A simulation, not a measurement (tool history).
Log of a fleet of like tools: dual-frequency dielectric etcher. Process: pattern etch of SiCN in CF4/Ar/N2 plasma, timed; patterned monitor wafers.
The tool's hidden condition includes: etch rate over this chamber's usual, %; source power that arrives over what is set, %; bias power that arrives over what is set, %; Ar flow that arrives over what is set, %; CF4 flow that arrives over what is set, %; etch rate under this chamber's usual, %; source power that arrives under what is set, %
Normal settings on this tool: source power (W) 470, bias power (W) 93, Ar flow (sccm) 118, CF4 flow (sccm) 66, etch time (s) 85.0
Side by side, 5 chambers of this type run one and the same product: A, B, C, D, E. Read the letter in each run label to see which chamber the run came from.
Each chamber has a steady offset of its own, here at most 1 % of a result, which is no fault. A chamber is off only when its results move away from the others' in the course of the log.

run,day,source power (W),bias power (W),Ar flow (sccm),CF4 flow (sccm),etch time (s),hours since the last wet clean,hours since the last source power generator calibration,hours since the last bias power generator calibration,hours since the last Ar flow controller change,hours since the last CF4 flow controller change,"read-back reference wafer on the same gauge, depth_nm",mean etch depth across the wafer (angstrom)
1A,0.150,470,93,118,66,85.0,147.6,1327.4,873.1,1917.4,3715.2,94.144,808.78
2C,0.308,470,93,118,66,85.0,60.0,1900.5,1608.4,2895.8,3863.1,94.214,813.28
3B,0.533,470,93,118,66,85.0,67.1,4049.1,156.8,3573.3,974.0,94.220,802.55
4E,0.667,470,93,118,66,85.0,531.9,1063.0,1515.2,1795.6,670.3,94.172,810.62
5D,0.862,470,93,118,66,85.0,168.7,3561.4,4491.8,4037.9,1461.4,94.182,810.36
6D,1.067,470,93,118,66,85.0,173.6,3566.3,4496.7,4042.8,1466.3,94.213,812.94
7C,1.250,470,93,118,66,85.0,82.6,1923.1,1631.0,2918.4,3885.7,94.213,813.18
8E,1.375,470,93,118,66,85.0,548.9,1080.0,1532.2,1812.6,687.3,94.291,812.45
9B,1.575,470,93,118,66,85.0,92.1,4074.1,181.8,3598.3,999.0,94.208,805.76
10A,1.771,470,93,118,66,85.0,186.5,1366.3,912.0,1956.3,3754.1,94.159,807.06
11D,1.917,470,93,118,66,85.0,194.0,3586.7,4517.1,4063.2,1486.7,94.202,808.78
12E,2.142,470,93,118,66,85.0,567.3,1098.4,1550.6,1831.0,705.7,94.209,809.93
13C,2.271,470,93,118,66,85.0,107.1,1947.6,1655.5,2942.9,3910.2,94.138,810.12
14B,2.408,470,74,118,66,85.0,112.1,4094.1,201.8,3618.3,1019.0,94.144,741.32
15A,2.546,470,74,118,66,85.0,205.1,1384.9,930.6,1974.9,3772.7,94.177,748.24
16E,2.721,470,74,118,66,85.0,581.2,1112.3,1564.5,1844.9,719.6,94.151,741.67
17B,2.921,470,74,118,66,85.0,124.4,4106.4,214.1,3630.6,1031.3,94.165,738.07
18D,3.033,470,74,118,66,85.0,220.8,3613.5,4543.9,4090.0,1513.5,94.145,739.68
# day 3.058: chamber C: Ar flow controller replaced
19C,3.146,560,93,118,66,66.5,128.1,1968.6,1676.5,2.2,3931.2,94.172,739.19
20A,3.292,560,93,118,66,66.5,223.0,1402.8,948.5,1992.8,3790.6,94.198,736.79
21E,3.454,560,93,118,66,66.5,598.8,1129.9,1582.1,1862.5,737.2,94.200,738.94
22B,3.575,560,93,118,66,66.5,140.1,4122.1,229.8,3646.3,1047.0,94.101,729.19
23A,3.738,560,93,118,66,66.5,233.7,1413.5,959.2,2003.5,3801.3,94.205,737.66
24D,3.842,470,93,118,66,85.0,240.2,3632.9,4563.3,4109.4,1532.9,94.237,800.92
25C,3.950,470,93,118,66,85.0,147.4,1987.9,1695.8,21.5,3950.5,94.225,812.72
26A,4.150,470,93,118,66,60.0,243.6,1423.4,969.1,2013.4,3811.2,94.220,570.72
# day 4.175: chamber E: wet clean of the chamber
27C,4.321,470,93,118,66,60.0,156.3,1996.8,1704.7,30.4,3959.4,94.217,573.76
28B,4.450,470,93,118,66,60.0,161.1,4143.1,250.8,3667.3,1068.0,94.150,568.28
29E,4.650,470,93,118,66,60.0,11.4,1158.6,1610.8,1891.2,765.9,94.230,572.52
30D,4.754,470,93,118,66,60.0,262.1,3654.8,4585.2,4131.3,1554.8,94.177,559.71
31D,4.954,470,93,118,66,85.0,266.9,3659.6,4590.0,4136.1,1559.6,94.178,789.87
32B,5.092,470,93,118,66,85.0,176.5,4158.5,266.2,3682.7,1083.4,94.082,803.86
33E,5.308,470,93,118,66,85.0,27.2,1174.4,1626.6,1907.0,781.7,94.211,810.86
# day 5.450: chamber A: CF4 flow controller replaced
34A,5.496,470,93,118,66,85.0,275.9,1455.7,1001.4,2045.7,1.1,94.282,813.42
35C,5.629,470,93,118,66,85.0,187.7,2028.2,1736.1,61.8,3990.8,94.172,813.94
36A,5.767,470,93,118,66,85.0,282.4,1462.2,1007.9,2052.2,7.6,94.194,808.29
37C,5.875,470,93,118,66,85.0,193.6,2034.1,1742.0,67.7,3996.7,94.291,808.97
38D,6.088,470,93,118,66,85.0,294.1,3686.8,4617.2,4163.3,1586.8,94.218,780.55
39E,6.275,470,93,118,66,85.0,50.4,1197.6,1649.8,1930.2,804.9,94.091,814.31

Has any chamber moved away from the others, gradually or after a service, or does the common gauge drift, or do the chambers differ only by their own small steady offsets? State the chamber and the most likely cause if one applies.

Little by little, chamber D moves away from the other chambers.
What lies behind it: etch rate under this chamber's usual, % = 3.58.
Not necessarily distinguishable in this log from: source power that arrives under what is set, %.

Which of the 4 candidates below, each the usual settings with something changed and its results left as question marks, puts chamber D back in line with what the other chambers give on the usual settings?
To be in line, a result may differ from the other chambers' mean on the usual settings by at most: mean etch depth across the wafer (angstrom) 8.60
40D-1,6.442,470,93,88,66,85.0,,,,,,,?
40D-2,6.442,470,89,118,66,85.0,,,,,,,?
40D-3,6.442,470,93,118,66,86.5,,,,,,,?
40D-4,6.442,470,92,118,66,82.5,,,,,,,?

What the other chambers average on the usual settings: mean etch depth across the wafer (angstrom) 809.39
run,mean etch depth across the wafer (angstrom)
40D-1,813.27
40D-2,768.18
40D-3,794.76
40D-4,754.93
40D-1 brings the chamber back in line.
